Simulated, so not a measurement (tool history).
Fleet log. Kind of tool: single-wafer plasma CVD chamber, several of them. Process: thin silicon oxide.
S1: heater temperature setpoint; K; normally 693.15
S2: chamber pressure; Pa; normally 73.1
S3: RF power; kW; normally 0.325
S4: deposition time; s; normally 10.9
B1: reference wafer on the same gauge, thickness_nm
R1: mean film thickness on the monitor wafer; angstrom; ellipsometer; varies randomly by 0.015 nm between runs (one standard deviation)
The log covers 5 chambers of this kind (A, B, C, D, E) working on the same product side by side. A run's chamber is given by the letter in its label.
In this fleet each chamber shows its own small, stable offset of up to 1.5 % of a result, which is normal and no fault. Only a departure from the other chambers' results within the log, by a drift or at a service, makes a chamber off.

run   hour      S1    S2     S3    S4      B1      R1
       3.7  -- chamber A: thermocouple changed; heater temperature recalibrated
 1D    7.7  693.15  73.1  0.325  10.9  11.504  136.20
 2B   16.0  693.15  73.1  0.325  10.9  11.503  138.76
 3C   26.5  693.15  73.1  0.325  10.9  11.501  138.02
 4A   34.6  693.15  73.1  0.325  10.9  11.503  137.91
 5E   42.4  693.15  73.1  0.325  10.9  11.505  138.54
 6E   56.0  693.15  73.1  0.325  10.9  11.504  138.88
 7D   68.9  693.15  73.1  0.380  10.9  11.509  144.80
 8B   77.3  693.15  73.1  0.380  10.9  11.510  147.55
 9C   89.7  693.15  73.1  0.380  10.9  11.509  146.33
10A  101.7  693.15  73.1  0.380  10.9  11.510  146.49
     109.8  -- chamber D: RF generator calibrated
11C  111.6  693.15  73.1  0.380  10.9  11.515  146.51
12B  118.4  693.15  73.1  0.325  10.9  11.513  138.97
13D  129.2  693.15  73.1  0.325  10.9  11.513  136.29
14E  143.7  693.15  73.1  0.325  10.9  11.516  138.83
15A  150.2  693.15  73.1  0.325  12.4  11.516  156.95
16C  160.2  693.15  73.1  0.325  12.4  11.518  157.14
17B  170.6  693.15  73.1  0.325  12.4  11.519  158.42
18D  181.3  693.15  73.1  0.325  12.4  11.518  155.30
     189.6  -- chamber D: thermocouple changed; heater temperature recalibrated
19E  193.5  693.15  73.1  0.325  12.4  11.521  158.20
20A  203.7  693.15  73.1  0.325  10.9  11.525  138.25
21D  214.0  693.15  73.1  0.325  10.9  11.521  136.44
22E  221.7  693.15  73.1  0.325  10.9  11.524  139.17
23C  231.1  693.15  73.1  0.325  10.9  11.524  138.16
24A  245.1  693.15  73.1  0.325  10.9  11.526  138.29
25B  255.5  693.15  73.1  0.325  10.9  11.527  139.33
26E  264.3  693.15  85.2  0.325  10.9  11.529  164.54
27D  274.5  693.15  85.2  0.325  10.9  11.531  161.20
28A  286.5  693.15  85.2  0.325  10.9  11.529  163.32
29B  293.2  693.15  85.2  0.325  10.9  11.532  164.62
30C  303.0  693.15  85.2  0.325  10.9  11.533  163.84
31D  317.2  683.15  73.1  0.325   9.9  11.536  125.12
32C  329.4  683.15  73.1  0.325   9.9  11.536  126.42
33E  340.0  683.15  73.1  0.325   9.9  11.536  127.17
34A  350.4  683.15  73.1  0.325   9.9  11.542  126.49
35B  364.6  683.15  73.1  0.325   9.9  11.542  127.34
36D  371.5  693.15  73.1  0.325  10.9  11.542  136.75
37A  379.6  693.15  73.1  0.325  10.9  11.544  138.43
38E  388.1  702.15  73.1  0.325   9.6  11.546  121.88
39C  401.5  702.15  73.1  0.325   9.6  11.546  121.42
40B  414.4  702.15  73.1  0.325   9.6  11.549  122.12
41A  424.6  702.15  73.1  0.325   9.6  11.547  121.50
42C  436.4  702.15  73.1  0.325   9.6  11.548  121.16

Is one chamber out of step, is the gauge drifting, or do the chambers differ by no more than their own small offsets? For an off chamber, give its letter and the likeliest cause.

No chamber is off; the gauge reading every chamber's wafers drifts, which makes the whole fleet appear to move together.
Most likely cause: gauge reads high (%) = 0.437.

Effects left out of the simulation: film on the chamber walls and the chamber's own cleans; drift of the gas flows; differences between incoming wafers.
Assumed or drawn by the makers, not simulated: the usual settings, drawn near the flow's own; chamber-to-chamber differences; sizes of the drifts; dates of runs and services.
